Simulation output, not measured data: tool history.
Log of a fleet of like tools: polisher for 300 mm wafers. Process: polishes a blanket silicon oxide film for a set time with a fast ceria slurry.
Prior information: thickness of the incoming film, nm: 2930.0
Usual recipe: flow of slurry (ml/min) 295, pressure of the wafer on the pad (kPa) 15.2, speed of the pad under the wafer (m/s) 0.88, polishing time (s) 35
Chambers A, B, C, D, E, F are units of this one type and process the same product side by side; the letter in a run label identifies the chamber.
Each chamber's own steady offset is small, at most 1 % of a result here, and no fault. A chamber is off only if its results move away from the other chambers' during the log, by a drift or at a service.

run   hour  flow of slurry (ml/min)  pressure of the wafer on the pad (kPa)  speed of the pad under the wafer (m/s)  polishing time (s)  wafers polished on this pad  hours since the slurry nozzle was cleaned  hours since the head pressure was calibrated  film removed (nm)
 1E    5.9                      295                                    15.2                                    0.88                  35                          839                                       61.4                                         248.7                428
       8.6  -- chamber E: worn pad replaced by a new one
 2C   13.8                      295                                    15.2                                    0.88                  35                          775                                       40.6                                         427.5             433.19
 3F   18.2                      295                                    15.2                                    0.88                  35                          792                                      500.6                                         344.6             438.52
      24.7  -- chamber C: worn pad replaced by a new one
 4D   27.5                      295                                    15.2                                    0.88                  35                          512                                      269.4                                         590.8             434.54
        35  -- chamber A: worn pad replaced by a new one
 5B     35                      295                                    15.2                                    0.88                  35                          828                                      129.7                                        1439.4             434.92
      41.6  -- chamber D: worn pad replaced by a new one
 6A   42.8                      295                                    15.2                                    0.88                  35                          113                                      515.4                                         578.2             434.38
        44  -- chamber F: slurry nozzle cleaned
 7E     51                      295                                    15.2                                    0.88                  35                          609                                      106.5                                         293.8             429.21
      59.5  -- chamber B: worn pad replaced by a new one
 8F   60.3                      295                                    15.2                                    0.88                  35                         1397                                       16.3                                         386.7             432.06
      65.8  -- chamber E: worn pad replaced by a new one
 9C   68.9                      295                                    15.2                                    0.88                  35                          636                                       95.7                                         482.6              429.5
      73.8  -- chamber A: head pressure recalibrated
10A   74.4                      350                                    15.2                                    0.88                  35                          567                                        547                                           0.6              443.9
      81.8  -- chamber C: worn pad replaced by a new one
11D   84.6                      350                                    15.2                                    0.88                  35                          618                                      326.5                                         647.9             443.74
12B   91.6                      350                                    15.2                                    0.88                  35                          462                                      186.3                                          1496             436.24
13E   96.4                      350                                    15.2                                    0.88                  35                          440                                      151.9                                         339.2              439.6
      98.6  -- chamber D: worn pad replaced by a new one
     101.5  -- chamber A: worn pad replaced by a new one
14F    105                      350                                    15.2                                    0.88                  35                         2040                                         61                                         431.4             430.24
     106.4  -- chamber B: head pressure recalibrated
15C  110.6                      350                                    15.2                                    0.88                  35                          415                                      137.4                                         524.3             432.43
     117.9  -- chamber E: worn pad replaced by a new one
16A    119                      295                                    19.3                                    0.88                  45                          252                                      591.6                                          45.2              717.9
17D  123.9                      295                                    19.3                                    0.88                  45                          364                                      365.8                                         687.2             706.61
18B  131.5                      295                                    19.3                                    0.88                  45                         1035                                      226.2                                          25.2             709.61
     132.6  -- chamber B: worn pad replaced by a new one
19B  137.5                      295                                    19.3                                    0.88                  45                           71                                      232.2                                          31.2             719.06
     141.5  -- chamber C: worn pad replaced by a new one
20C  147.7                      295                                    19.3                                    0.88                  45                           89                                      174.5                                         561.4             697.19
21F  153.8                      295                                    19.3                                    0.88                  45                         2742                                      109.8                                         480.2             677.62
     156.1  -- chamber A: worn pad replaced by a new one
22A  158.8                      295                                    15.2                                    0.88                  35                           39                                      631.4                                            85             438.49
     160.7  -- chamber D: worn pad replaced by a new one
23D  163.5                      295                                    15.2                                    0.88                  35                           40                                      405.4                                         726.8             433.38
     166.9  -- chamber E: worn pad replaced by a new one
24E  172.4                      295                                    15.2                                    0.88                  35                           79                                      227.9                                         415.2             429.59
25E  178.3                      295                                    15.2                                    0.88                  35                          164                                      233.8                                         421.1             429.31
26C  185.5                      295                                      20                                    0.88                  35                          633                                      212.3                                         599.2             575.21
27D  192.5                      295                                      20                                    0.88                  35                          457                                      434.4                                         755.8             566.89
28A    200                      295                                      20                                    0.88                  35                          631                                      672.6                                         126.2             565.96
     201.7  -- chamber B: worn pad replaced by a new one
     202.8  -- chamber C: worn pad replaced by a new one
     205.2  -- chamber E: slurry nozzle cleaned
     206.3  -- chamber A: slurry nozzle cleaned
29F  209.6                      295                                      20                                    0.88                  35                         3544                                      165.6                                           536             531.81
     212.9  -- chamber A: worn pad replaced by a new one
     213.4  -- chamber D: worn pad replaced by a new one
     217.1  -- chamber E: worn pad replaced by a new one
30B  217.8                      295                                      20                                    0.88                  35                          232                                      312.5                                         111.5             574.34
31C  226.6                      295                                      20                                    0.88                  35                          342                                      253.4                                         640.3             573.62
32B  234.1                      295                                    15.2                                    0.88                  35                          466                                      328.8                                         127.8             438.13
     242.8  -- chamber B: slurry nozzle cleaned
33E  242.9                      295                                    15.2                                    0.88                  35                          371                                       37.7                                         485.7             433.26
34A    250                      295                                    15.2                                    0.88                  35                          534                                       43.8                                         176.2             433.18
35F  256.3                      295                                    15.2                                    0.88                  35                         4215                                      212.3                                         582.7             404.09
     257.7  -- chamber C: worn pad replaced by a new one
36D  260.9                      295                                    15.2                                    1.04                  28                          683                                      502.8                                         824.2             407.78
37D  265.7                      295                                    15.2                                    1.04                  28                          752                                      507.6                                           829             406.85
38B    271                      295                                    15.2                                    1.04                  28                          996                                       28.3                                         164.7             412.05
39C  279.8                      295                                    15.2                                    1.04                  28                          318                                      306.6                                         693.5             407.48
40F    286                      295                                    15.2                                    1.04                  28                         4642                                        242                                         612.4             374.47

Decide between three cases: one chamber stands off from its peers, the gauge reading all wafers drifts, or nothing is wrong past each chamber's small offset. Where a chamber is off, say which and what most likely put it there.

Little by little, chamber F moves away from the other chambers.
Most likely cause: removal rate lost through wear of the pad, % = 10.3.
The log may not separate it from: head's pressure below its setpoint, %.

Here are 4 candidates for chamber F's next run, each the usual settings with a change, their results left as question marks. Which one brings its results back in line with what the others give on the usual settings?
To be in line, a result may differ from the other chambers' mean on the usual settings by at most: film removed (nm) 12
41F-1  293.3                      290                                    15.2                                    0.88                  30                                                                                                                                        ?
41F-2  293.3                      300                                    17.9                                    0.88                  35                                                                                                                                        ?
41F-3  293.3                      290                                    15.2                                     0.8                  35                                                                                                                                        ?
41F-4  293.3                      295                                    15.9                                     0.9                  36                                                                                                                                        ?

On the usual settings, the other chambers give on average: film removed (nm) 431.76
  run  film removed (nm)
41F-1             338.55
41F-2              467.9
41F-3             358.67
41F-4             435.09
41F-4 brings the chamber back in line.
